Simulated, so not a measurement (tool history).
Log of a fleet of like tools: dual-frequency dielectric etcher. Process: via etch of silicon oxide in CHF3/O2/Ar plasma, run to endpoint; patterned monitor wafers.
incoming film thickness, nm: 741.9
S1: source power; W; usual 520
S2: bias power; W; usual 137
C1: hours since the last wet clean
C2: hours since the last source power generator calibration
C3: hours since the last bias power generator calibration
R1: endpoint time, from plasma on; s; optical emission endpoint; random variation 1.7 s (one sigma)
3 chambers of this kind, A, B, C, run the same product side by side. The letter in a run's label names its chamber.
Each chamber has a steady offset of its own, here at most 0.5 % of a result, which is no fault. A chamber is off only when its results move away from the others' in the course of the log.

run   hour   S1   S2     C1      C2      C3      R1
 1C    8.7  520  137  351.5   427.9  1239.0  436.00
 2B   17.0  520  137  357.7   969.7  1259.3  431.04
 3A   24.4  520  137  239.6  1255.5  1607.5  436.06
 4A   32.9  520  137  248.1  1264.0  1616.0  433.82
 5C   38.6  520  137  381.4   457.8  1268.9  429.56
 6B   47.5  520  137  388.2  1000.2  1289.8  431.35
 7B   53.6  520  137  394.3  1006.3  1295.9  429.89
 8A   59.5  520  137  274.7  1290.6  1642.6  435.57
 9C   69.0  520  137  411.8   488.2  1299.3  428.12
10C   79.9  520  137  422.7   499.1  1310.2  431.71
11B   85.8  570  137  426.5  1038.5  1328.1  415.51
12A   95.4  570  137  310.6  1326.5  1678.5  420.32
13A  107.5  570  137  322.7  1338.6  1690.6  420.35
14C  113.6  520  137  456.4   532.8  1343.9  428.49
15B  124.9  520  137  465.6  1077.6  1367.2  434.89
16C  136.9  520  137  479.7   556.1  1367.2  424.90
17B  147.4  520  137  488.1  1100.1  1389.7  430.57
18A  159.0  520  137  374.2  1390.1  1742.1  438.33
19A  165.1  600  157  380.3  1396.2  1748.2  394.82
20C  173.3  600  157  516.1   592.5  1403.6  384.37
21B  184.9  600  157  525.6  1137.6  1427.2  393.56
22C  194.5  520  137  537.3   613.7  1424.8  422.06
23A  201.0  610  123  416.2  1432.1  1784.1  425.26
24B  210.9  610  123  551.6  1163.6  1453.2  421.66
25B  219.1  610  123  559.8  1171.8  1461.4  420.61
26A  225.4  600  167  440.6  1456.5  1808.5  387.77
27C  233.1  600  167  575.9   652.3  1463.4  374.29

What goes on in this fleet: one chamber off, a drifting gauge, or nothing beyond the chambers' own small offsets? Name the chamber and the cause, if any.

Chamber C drifts away from the others.
Cause: etch rate over this chamber's usual, % = 3.19.

Here are 4 candidates for chamber C's next run, each the usual settings with a change, their results left as question marks. Which one brings its results back in line with what the others give on the usual settings?
In line means no further than this from the other chambers' mean on the usual settings: R1 5.90 s
28C-1  241.8  570  147               ?
28C-2  241.8  450  137               ?
28C-3  241.8  470  137               ?
28C-4  241.8  550  143               ?

The other chambers' mean on the usual settings: R1 434.62 s
  run      R1
28C-1  395.83
28C-2  443.75
28C-3  436.32
28C-4  404.90
28C-3 brings the chamber back in line.
